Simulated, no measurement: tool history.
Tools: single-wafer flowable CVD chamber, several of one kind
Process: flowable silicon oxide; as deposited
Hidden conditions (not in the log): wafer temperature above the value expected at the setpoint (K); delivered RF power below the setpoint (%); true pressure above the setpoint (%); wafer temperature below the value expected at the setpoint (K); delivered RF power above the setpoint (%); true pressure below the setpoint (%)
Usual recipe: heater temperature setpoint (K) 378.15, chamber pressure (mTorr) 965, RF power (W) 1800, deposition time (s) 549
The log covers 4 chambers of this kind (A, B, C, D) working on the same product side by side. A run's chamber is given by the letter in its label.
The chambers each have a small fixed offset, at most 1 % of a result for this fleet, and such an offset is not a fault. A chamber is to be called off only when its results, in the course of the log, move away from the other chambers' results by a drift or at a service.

run     day  heater temperature setpoint (K)  chamber pressure (mTorr)  RF power (W)  deposition time (s)  hours since the last thermocouple change  hours since the last RF generator calibration  hours since the last manometer calibration  read-back reference wafer on the same gauge, thickness_nm  mean film thickness on the monitor wafer (angstrom)
 1B   0.604                           378.15                       965          1800                  549                                     880.0                                          240.9                                       521.1                                                     325.73                                               3471.3
 2C   1.088                           378.15                       965          1800                  549                                     646.8                                          697.0                                        48.9                                                     325.55                                               3455.0
 3A   1.562                           378.15                       965          1800                  549                                    1156.0                                         1292.7                                       751.2                                                     325.83                                               3507.2
 4D   1.946                           378.15                       965          1800                  549                                    1396.9                                         1122.3                                      2806.5                                                     325.68                                               3449.4
 5D   2.550                           378.15                       965          1800                  549                                    1411.4                                         1136.8                                      2821.0                                                     326.02                                               3471.3
 6C   3.038                           378.15                       965          1800                  549                                     693.6                                          743.8                                        95.7                                                     326.18                                               3467.9
 7B   3.329                           389.15                       965          1800                  549                                     945.4                                          306.3                                       586.5                                                     325.97                                               2440.5
 8A   3.854                           389.15                       965          1800                  549                                    1211.0                                         1347.7                                       806.2                                                     326.18                                               2463.9
 9A   4.450                           389.15                       965          1800                  549                                    1225.3                                         1362.0                                       820.5                                                     326.06                                               2440.1
10C   4.804                           389.15                       965          1800                  549                                     736.0                                          786.2                                       138.1                                                     326.18                                               2446.9
      5.400  -- chamber C: RF generator calibrated
11D   5.425                           378.15                       965          1800                  549                                    1480.4                                         1205.8                                      2890.0                                                     326.14                                               3471.1
12B   5.908                           378.15                       965          2010                  506                                    1007.3                                          368.2                                       648.4                                                     325.81                                               3299.4
13A   6.329                           378.15                       965          2010                  506                                    1270.4                                         1407.1                                       865.6                                                     325.81                                               3317.4
14D   6.654                           378.15                       965          2010                  506                                    1509.9                                         1235.3                                      2919.5                                                     325.52                                               3288.7
15C   7.017                           378.15                       965          2010                  506                                     789.1                                           38.9                                       191.2                                                     326.06                                               3267.4
16B   7.408                           378.15                       965          1800                  549                                    1043.3                                          404.2                                       684.4                                                     325.66                                               3546.8
17D   7.817                           378.15                       965          1800                  549                                    1537.8                                         1263.2                                      2947.4                                                     326.50                                               3456.6
18C   8.338                           378.15                       965          1800                  549                                     820.8                                           70.6                                       222.9                                                     325.99                                               3460.6
19A   8.642                           378.15                       965          1800                  549                                    1325.9                                         1462.6                                       921.1                                                     326.21                                               3499.1
20B   9.288                           378.15                       965          1800                  549                                    1088.4                                          449.3                                       729.5                                                     326.05                                               3584.4
21A   9.575                           378.15                       965          1800                  549                                    1348.3                                         1485.0                                       943.5                                                     325.98                                               3526.1
22C  10.175                           378.15                       965          1800                  549                                     864.9                                          114.7                                       267.0                                                     326.32                                               3475.2
23B  10.608                           378.15                       965          1800                  549                                    1120.1                                          481.0                                       761.2                                                     325.96                                               3656.6
24D  11.217                           378.15                       965          1800                  549                                    1619.4                                         1344.8                                      3029.0                                                     326.04                                               3454.8
25A  11.758                           378.15                       965          1800                  549                                    1400.7                                         1537.4                                       995.9                                                     325.89                                               3491.2
26B  12.271                           378.15                       965          1800                  549                                    1160.0                                          520.9                                       801.1                                                     325.93                                               3682.1

Is one chamber out of step, is the gauge drifting, or do the chambers differ by no more than their own small offsets? For an off chamber, give its letter and the likeliest cause.

Chamber B drifts away from the others.
Cause: wafer temperature below the value expected at the setpoint (K) = 1.69.
The log might look much the same if the cause were instead: true pressure above the setpoint (%).

Below are 4 candidate recipes for chamber B's next run, each the usual settings with a change, their results shown as question marks. Which of them brings B's results back in line with what the other chambers give on the usual settings?
In line means no further than this from the other chambers' mean on the usual settings: mean film thickness on the monitor wafer (angstrom) 51.0
27B-1  12.742                           380.15                       945          1795                  543                                                                                                                                                                                                                                                    ?
27B-2  12.742                           378.15                      1048          1800                  549                                                                                                                                                                                                                                                    ?
27B-3  12.742                           377.15                       976          1805                  552                                                                                                                                                                                                                                                    ?
27B-4  12.742                           378.15                       965          1775                  518                                                                                                                                                                                                                                                    ?

Other chambers, usual settings, mean: mean film thickness on the monitor wafer (angstrom) 3479.1
  run  mean film thickness on the monitor wafer (angstrom)
27B-1                                               3319.8
27B-2                                               4071.2
27B-3                                               3887.4
27B-4                                               3462.7
The answer is 27B-4, which returns the chamber to within the allowed miss of the others.
